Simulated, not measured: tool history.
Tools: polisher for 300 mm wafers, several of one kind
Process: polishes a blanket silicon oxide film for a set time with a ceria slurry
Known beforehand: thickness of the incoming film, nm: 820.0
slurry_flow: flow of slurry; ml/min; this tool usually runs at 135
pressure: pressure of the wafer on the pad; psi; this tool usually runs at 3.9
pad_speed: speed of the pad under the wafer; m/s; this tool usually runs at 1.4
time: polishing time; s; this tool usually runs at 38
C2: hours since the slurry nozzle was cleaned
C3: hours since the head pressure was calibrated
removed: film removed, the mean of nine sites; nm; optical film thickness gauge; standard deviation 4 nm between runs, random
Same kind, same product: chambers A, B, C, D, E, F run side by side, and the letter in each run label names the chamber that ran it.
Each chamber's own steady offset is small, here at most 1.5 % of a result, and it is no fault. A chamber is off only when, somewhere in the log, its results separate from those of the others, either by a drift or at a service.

{"run": "1E", "hour": 2.8, "slurry_flow": 135, "pressure": 3.9, "pad_speed": 1.4, "time": 38, "wafers polished on this pad": 194, "C2": 167.9, "C3": 943.7, "removed": 282.61}
{"run": "2B", "hour": 5.8, "slurry_flow": 135, "pressure": 3.9, "pad_speed": 1.4, "time": 38, "wafers polished on this pad": 537, "C2": 166.7, "C3": 705.7, "removed": 272.21}
{"run": "3C", "hour": 8.4, "slurry_flow": 135, "pressure": 3.9, "pad_speed": 1.4, "time": 38, "wafers polished on this pad": 699, "C2": 587.4, "C3": 337.6, "removed": 272.48}
{"run": "4F", "hour": 12.4, "slurry_flow": 135, "pressure": 3.9, "pad_speed": 1.4, "time": 38, "wafers polished on this pad": 323, "C2": 502.2, "C3": 365.2, "removed": 286.57}
{"hour": 13.2, "done": "chamber D: worn pad replaced by a new one"}
{"run": "5D", "hour": 16.2, "slurry_flow": 135, "pressure": 3.9, "pad_speed": 1.4, "time": 38, "wafers polished on this pad": 21, "C2": 20, "C3": 1406.6, "removed": 279.21}
{"run": "6A", "hour": 20.2, "slurry_flow": 135, "pressure": 3.9, "pad_speed": 1.4, "time": 38, "wafers polished on this pad": 148, "C2": 284.6, "C3": 339.1, "removed": 280.56}
{"run": "7C", "hour": 22.4, "slurry_flow": 90, "pressure": 3.9, "pad_speed": 1.4, "time": 38, "wafers polished on this pad": 799, "C2": 601.4, "C3": 351.6, "removed": 254.21}
{"run": "8E", "hour": 25.8, "slurry_flow": 90, "pressure": 3.9, "pad_speed": 1.4, "time": 38, "wafers polished on this pad": 358, "C2": 190.9, "C3": 966.7, "removed": 259.81}
{"run": "9D", "hour": 29.1, "slurry_flow": 90, "pressure": 3.9, "pad_speed": 1.4, "time": 38, "wafers polished on this pad": 113, "C2": 32.9, "C3": 1419.5, "removed": 255.43}
{"run": "10B", "hour": 33.1, "slurry_flow": 90, "pressure": 3.9, "pad_speed": 1.4, "time": 38, "wafers polished on this pad": 732, "C2": 194, "C3": 733, "removed": 250.01}
{"run": "11F", "hour": 35.2, "slurry_flow": 90, "pressure": 3.9, "pad_speed": 1.4, "time": 38, "wafers polished on this pad": 486, "C2": 525, "C3": 388, "removed": 257.67}
{"hour": 38.0, "done": "chamber B: worn pad replaced by a new one"}
{"run": "12A", "hour": 39.1, "slurry_flow": 90, "pressure": 3.9, "pad_speed": 1.4, "time": 38, "wafers polished on this pad": 283, "C2": 303.5, "C3": 358, "removed": 250.19}
{"run": "13C", "hour": 41.2, "slurry_flow": 135, "pressure": 3.9, "pad_speed": 1.4, "time": 38, "wafers polished on this pad": 933, "C2": 620.2, "C3": 370.4, "removed": 275.36}
{"run": "14E", "hour": 43.7, "slurry_flow": 135, "pressure": 3.9, "pad_speed": 1.02, "time": 28, "wafers polished on this pad": 486, "C2": 208.8, "C3": 984.6, "removed": 154.75}
{"hour": 46.2, "done": "chamber E: head pressure recalibrated"}
{"run": "15D", "hour": 47.0, "slurry_flow": 135, "pressure": 3.9, "pad_speed": 1.02, "time": 28, "wafers polished on this pad": 241, "C2": 50.8, "C3": 1437.4, "removed": 147.66}
{"hour": 49.1, "done": "chamber D: head pressure recalibrated"}
{"run": "16F", "hour": 50.1, "slurry_flow": 135, "pressure": 3.9, "pad_speed": 1.02, "time": 28, "wafers polished on this pad": 593, "C2": 539.9, "C3": 402.9, "removed": 152.12}
{"run": "17B", "hour": 53.2, "slurry_flow": 135, "pressure": 3.9, "pad_speed": 1.02, "time": 28, "wafers polished on this pad": 108, "C2": 214.1, "C3": 753.1, "removed": 146.43}
{"hour": 55.3, "done": "chamber F: worn pad replaced by a new one"}
{"hour": 56.4, "done": "chamber F: head pressure recalibrated"}
{"run": "18A", "hour": 57.3, "slurry_flow": 135, "pressure": 3.9, "pad_speed": 1.02, "time": 28, "wafers polished on this pad": 413, "C2": 321.7, "C3": 376.2, "removed": 146.91}
{"hour": 59.3, "done": "chamber F: slurry nozzle cleaned"}
{"run": "19F", "hour": 60.7, "slurry_flow": 135, "pressure": 3.9, "pad_speed": 1.02, "time": 28, "wafers polished on this pad": 38, "C2": 1.4, "C3": 4.4, "removed": 150.37}
{"run": "20C", "hour": 63.6, "slurry_flow": 135, "pressure": 3.9, "pad_speed": 1.4, "time": 38, "wafers polished on this pad": 1093, "C2": 642.6, "C3": 392.8, "removed": 270.72}
{"run": "21A", "hour": 67.7, "slurry_flow": 135, "pressure": 3.9, "pad_speed": 1.4, "time": 38, "wafers polished on this pad": 487, "C2": 332.1, "C3": 386.6, "removed": 275.78}
{"run": "22B", "hour": 69.6, "slurry_flow": 135, "pressure": 3.9, "pad_speed": 1.4, "time": 38, "wafers polished on this pad": 225, "C2": 230.5, "C3": 769.5, "removed": 276.81}
{"run": "23E", "hour": 71.8, "slurry_flow": 135, "pressure": 3.9, "pad_speed": 1.4, "time": 38, "wafers polished on this pad": 687, "C2": 236.9, "C3": 25.6, "removed": 281.73}
{"run": "24D", "hour": 74.3, "slurry_flow": 135, "pressure": 3.9, "pad_speed": 1.4, "time": 38, "wafers polished on this pad": 436, "C2": 78.1, "C3": 25.3, "removed": 272.41}
{"run": "25B", "hour": 76.4, "slurry_flow": 135, "pressure": 3.9, "pad_speed": 1.4, "time": 38, "wafers polished on this pad": 274, "C2": 237.3, "C3": 776.3, "removed": 268.02}
{"run": "26D", "hour": 79.2, "slurry_flow": 135, "pressure": 3.9, "pad_speed": 1.4, "time": 38, "wafers polished on this pad": 471, "C2": 83, "C3": 30.2, "removed": 263.86}
{"run": "27F", "hour": 83.1, "slurry_flow": 135, "pressure": 3.9, "pad_speed": 1.4, "time": 38, "wafers polished on this pad": 198, "C2": 23.8, "C3": 26.8, "removed": 268.97}
{"run": "28A", "hour": 86.6, "slurry_flow": 135, "pressure": 3.9, "pad_speed": 1.4, "time": 38, "wafers polished on this pad": 622, "C2": 351, "C3": 405.5, "removed": 276.66}
{"run": "29E", "hour": 90.4, "slurry_flow": 135, "pressure": 3.9, "pad_speed": 1.4, "time": 38, "wafers polished on this pad": 820, "C2": 255.5, "C3": 44.2, "removed": 286.44}
{"hour": 92.3, "done": "chamber C: worn pad replaced by a new one"}
{"run": "30C", "hour": 93.7, "slurry_flow": 135, "pressure": 3.9, "pad_speed": 1.4, "time": 38, "wafers polished on this pad": 10, "C2": 672.7, "C3": 422.9, "removed": 269.93}
{"run": "31D", "hour": 95.6, "slurry_flow": 135, "pressure": 3.9, "pad_speed": 1.4, "time": 38, "wafers polished on this pad": 588, "C2": 99.4, "C3": 46.6, "removed": 271.25}
{"run": "32B", "hour": 99.5, "slurry_flow": 135, "pressure": 3.9, "pad_speed": 1.4, "time": 38, "wafers polished on this pad": 439, "C2": 260.4, "C3": 799.4, "removed": 266.32}
{"run": "33F", "hour": 103.6, "slurry_flow": 135, "pressure": 3, "pad_speed": 1.68, "time": 38, "wafers polished on this pad": 345, "C2": 44.3, "C3": 47.3, "removed": 262.64}
{"run": "34A", "hour": 106.3, "slurry_flow": 135, "pressure": 3, "pad_speed": 1.68, "time": 38, "wafers polished on this pad": 763, "C2": 370.7, "C3": 425.2, "removed": 251.61}
{"run": "35C", "hour": 108.3, "slurry_flow": 135, "pressure": 3, "pad_speed": 1.68, "time": 38, "wafers polished on this pad": 114, "C2": 687.3, "C3": 437.5, "removed": 246.43}
{"run": "36E", "hour": 111.9, "slurry_flow": 135, "pressure": 3, "pad_speed": 1.68, "time": 38, "wafers polished on this pad": 973, "C2": 277, "C3": 65.7, "removed": 253.77}
{"run": "37A", "hour": 114.3, "slurry_flow": 135, "pressure": 3, "pad_speed": 1.68, "time": 38, "wafers polished on this pad": 820, "C2": 378.7, "C3": 433.2, "removed": 253.42}
{"run": "38C", "hour": 118.0, "slurry_flow": 135, "pressure": 3, "pad_speed": 1.68, "time": 38, "wafers polished on this pad": 183, "C2": 697, "C3": 447.2, "removed": 254.04}
{"run": "39D", "hour": 120.0, "slurry_flow": 135, "pressure": 3.9, "pad_speed": 1.4, "time": 38, "wafers polished on this pad": 763, "C2": 123.8, "C3": 71, "removed": 270.83}
{"run": "40F", "hour": 122.8, "slurry_flow": 135, "pressure": 3.9, "pad_speed": 1.4, "time": 38, "wafers polished on this pad": 482, "C2": 63.5, "C3": 66.5, "removed": 276.99}
{"run": "41E", "hour": 126.8, "slurry_flow": 135, "pressure": 3.9, "pad_speed": 1.4, "time": 38, "wafers polished on this pad": 1080, "C2": 291.9, "C3": 80.6, "removed": 286.42}
{"run": "42B", "hour": 130.0, "slurry_flow": 135, "pressure": 3.9, "pad_speed": 1.4, "time": 38, "wafers polished on this pad": 657, "C2": 290.9, "C3": 829.9, "removed": 269.96}

For the next run the whole fleet of 6 chambers uses the same settings. Give each chamber's results:
{"run": "43A", "hour": 133.0, "slurry_flow": 135, "pressure": 3.9, "pad_speed": 1.4, "time": 38, "removed": "?"}
{"run": "43B", "hour": 133.0, "slurry_flow": 135, "pressure": 3.9, "pad_speed": 1.4, "time": 38, "removed": "?"}
{"run": "43C", "hour": 133.0, "slurry_flow": 135, "pressure": 3.9, "pad_speed": 1.4, "time": 38, "removed": "?"}
{"run": "43D", "hour": 133.0, "slurry_flow": 135, "pressure": 3.9, "pad_speed": 1.4, "time": 38, "removed": "?"}
{"run": "43E", "hour": 133.0, "slurry_flow": 135, "pressure": 3.9, "pad_speed": 1.4, "time": 38, "removed": "?"}
{"run": "43F", "hour": 133.0, "slurry_flow": 135, "pressure": 3.9, "pad_speed": 1.4, "time": 38, "removed": "?"}

run=43A removed=269.98
run=43B removed=270.27
run=43C removed=285.5
run=43D removed=280.89
run=43E removed=275.15
run=43F removed=280.42

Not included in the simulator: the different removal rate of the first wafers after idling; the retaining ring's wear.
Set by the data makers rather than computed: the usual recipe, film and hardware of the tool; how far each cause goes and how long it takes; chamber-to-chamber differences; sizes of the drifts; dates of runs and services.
